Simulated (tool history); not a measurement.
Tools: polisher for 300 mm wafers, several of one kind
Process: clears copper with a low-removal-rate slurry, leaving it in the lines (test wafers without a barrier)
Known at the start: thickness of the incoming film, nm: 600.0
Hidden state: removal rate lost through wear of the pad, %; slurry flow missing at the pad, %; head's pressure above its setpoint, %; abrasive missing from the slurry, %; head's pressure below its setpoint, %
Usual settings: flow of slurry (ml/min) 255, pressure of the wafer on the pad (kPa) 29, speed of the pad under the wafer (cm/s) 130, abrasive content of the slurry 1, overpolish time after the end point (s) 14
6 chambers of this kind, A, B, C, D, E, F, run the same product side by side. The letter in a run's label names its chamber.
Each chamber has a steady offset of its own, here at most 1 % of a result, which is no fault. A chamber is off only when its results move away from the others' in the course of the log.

run,hour,flow of slurry (ml/min),pressure of the wafer on the pad (kPa),speed of the pad under the wafer (cm/s),abrasive content of the slurry,overpolish time after the end point (s),wafers polished on this pad,hours since the slurry nozzle was cleaned,hours since the head pressure was calibrated,hours since the slurry blender was calibrated,time until the end point was called (s),dishing of a wide line in a test structure (angstrom)
# hour 5.5: chamber B: worn pad replaced by a new one
1E,10.1,255,29,130,1,14,403,14.8,172.5,205.9,96.025,521.78
# hour 11.2: chamber A: worn pad replaced by a new one
# hour 12.3: chamber C: slurry nozzle cleaned
# hour 14: chamber F: worn pad replaced by a new one
2F,18.1,255,29,130,1,14,27,510.8,94.2,199.2,96.824,518.95
# hour 25.8: chamber E: worn pad replaced by a new one
3C,27.3,255,29,130,1,14,1122,15,46.4,55.6,95.724,527.42
# hour 32.8: chamber C: worn pad replaced by a new one
4D,33,255,29,130,1,14,931,241.1,719.9,313.5,96.76,506.48
# hour 37: chamber E: slurry blender recalibrated
5A,38.3,255,29,130,1,14,183,252.4,336.7,161.3,98.283,537.42
# hour 42.6: chamber B: slurry nozzle cleaned
6B,47.9,255,29,130,1,14,287,5.3,52.9,296.8,96.294,510.29
7C,54.3,255,29,130,1,14,145,42,73.4,82.6,97.205,521.51
8D,63,255,29,130,1,14,1133,271.1,749.9,343.5,97.277,522.49
9B,70.7,255,29,130,1,14,441,28.1,75.7,319.6,95.424,516.96
10A,78.7,255,29,130,1,14,456,292.8,377.1,201.7,96.729,503.14
11F,84.2,255,29,130,1,14,474,576.9,160.3,265.3,95.767,527.22
# hour 86.8: chamber D: worn pad replaced by a new one
12E,89.2,255,29,130,0.75,7,428,93.9,251.6,52.3,100.81,277.43
13C,97.3,255,29,130,0.75,7,436,85,116.4,125.6,103.4,289.46
14B,104.9,255,29,130,0.75,7,672,62.3,109.9,353.8,103.42,284.62
# hour 110: chamber E: worn pad replaced by a new one
15A,113.8,255,29,130,0.75,7,693,327.9,412.2,236.8,101.18,280.61
# hour 122.4: chamber B: worn pad replaced by a new one
16D,122.7,255,29,130,0.75,7,242,330.8,809.6,403.2,102.84,278.3
# hour 126.1: chamber D: slurry blender recalibrated
17E,133.5,255,29,130,0.75,7,159,138.2,295.9,96.6,102.21,284.05
18F,138.8,255,29,130,1,14,843,631.5,214.9,319.9,98.648,508.6
# hour 139.4: chamber A: slurry blender recalibrated
# hour 140.9: chamber F: slurry blender recalibrated
19C,149.3,255,29,130,1,14,787,137,168.4,177.6,96.337,545.52
# hour 149.5: chamber F: worn pad replaced by a new one
20A,156.2,255,29,130,1,14,980,370.3,454.6,16.8,94.978,533.47
# hour 164.8: chamber F: slurry nozzle cleaned
21B,165.4,255,29,130,1,14,290,122.8,170.4,414.3,97.955,522.14
22E,174,255,29,130,1,14,432,178.7,336.4,137.1,97.635,519.97
# hour 184.5: chamber B: slurry blender recalibrated
23F,185.1,255,29,130,1,14,241,20.3,261.2,44.2,96.676,517.72
# hour 188.9: chamber E: worn pad replaced by a new one
24D,192.5,255,29,130,1,14,714,400.6,879.4,66.5,97.743,500.21
25F,203.5,255,29,130,1,14,365,38.7,279.6,62.6,96.602,517.41
# hour 206.8: chamber C: worn pad replaced by a new one
26D,214.4,255,29,130,1,14,862,422.5,901.3,88.4,96.672,534.26
27E,224.9,255,29,130,1,14,243,229.6,387.3,188,96.204,514.33
# hour 228.4: chamber A: worn pad replaced by a new one
28B,233.8,205,29,130,1,14,752,191.2,238.8,49.4,98.709,519.99
# hour 243.7: chamber B: worn pad replaced by a new one
29C,244.1,205,29,130,1,14,252,231.8,263.2,272.4,100.08,511.72
# hour 248.3: chamber C: slurry blender recalibrated
30A,253.5,205,29,130,1,14,170,467.6,551.9,114.1,93.14,545.76
31A,259.6,205,29,130,1,14,211,473.7,558,120.2,93.775,563.74
# hour 268.5: chamber E: worn pad replaced by a new one
32F,270.9,205,29,130,1,14,820,106.1,347,130,100.86,515.37
# hour 277.8: chamber E: slurry blender recalibrated
33B,280.9,205,29,130,1,14,251,238.3,285.9,96.5,97.462,521.46
34E,286.8,170,29,130,1,14,124,291.5,449.2,9,100.7,510.86
# hour 293.5: chamber D: worn pad replaced by a new one
# hour 294.6: chamber F: worn pad replaced by a new one
35D,295,170,29,130,1,14,10,503.1,981.9,169,103.77,516.76
36C,304.5,170,29,130,1,14,660,292.2,323.6,56.3,101.2,509.28
37F,313.1,170,29,130,1,14,125,148.3,389.2,172.2,102.35,504.25
38D,320.3,170,29,130,1,14,181,528.4,1007.2,194.3,102.27,502.4
39B,328.9,170,29,130,1,14,575,286.3,333.9,144.5,101.67,501.6
40C,334.6,255,29,130,1,14,863,322.3,353.7,86.4,96.839,505.49
41A,341.4,255,29,130,1,14,763,555.5,639.8,202,87.525,554.49

What goes on in this fleet: one chamber off, a drifting gauge, or nothing beyond the chambers' own small offsets? Name the chamber and the cause, if any.

Chamber A drifts away from the others.
Cause: head's pressure above its setpoint, % = 9.74.

Here are 4 candidates for chamber A's next run, each the usual settings with a change, their results left as question marks. Which one brings its results back in line with what the others give on the usual settings?
In line means no further than this from the other chambers' mean on the usual settings: time until the end point was called (s) 2.9; dishing of a wide line in a test structure (angstrom) 42
42A-1,349.5,255,30.3,136,1,14,,,,,?,?
42A-2,349.5,255,29.6,132,1,14,,,,,?,?
42A-3,349.5,255,28.3,128,1,14,,,,,?,?
42A-4,349.5,255,27.6,124,1,14,,,,,?,?

The other chambers' mean on the usual settings: time until the end point was called (s) 96.709; dishing of a wide line in a test structure (angstrom) 520.48
run,time until the end point was called (s),dishing of a wide line in a test structure (angstrom)
42A-1,80.949,584.32
42A-2,85.307,562.57
42A-3,92.225,530.65
42A-4,97.535,508.78
42A-4 brings the chamber back in line.

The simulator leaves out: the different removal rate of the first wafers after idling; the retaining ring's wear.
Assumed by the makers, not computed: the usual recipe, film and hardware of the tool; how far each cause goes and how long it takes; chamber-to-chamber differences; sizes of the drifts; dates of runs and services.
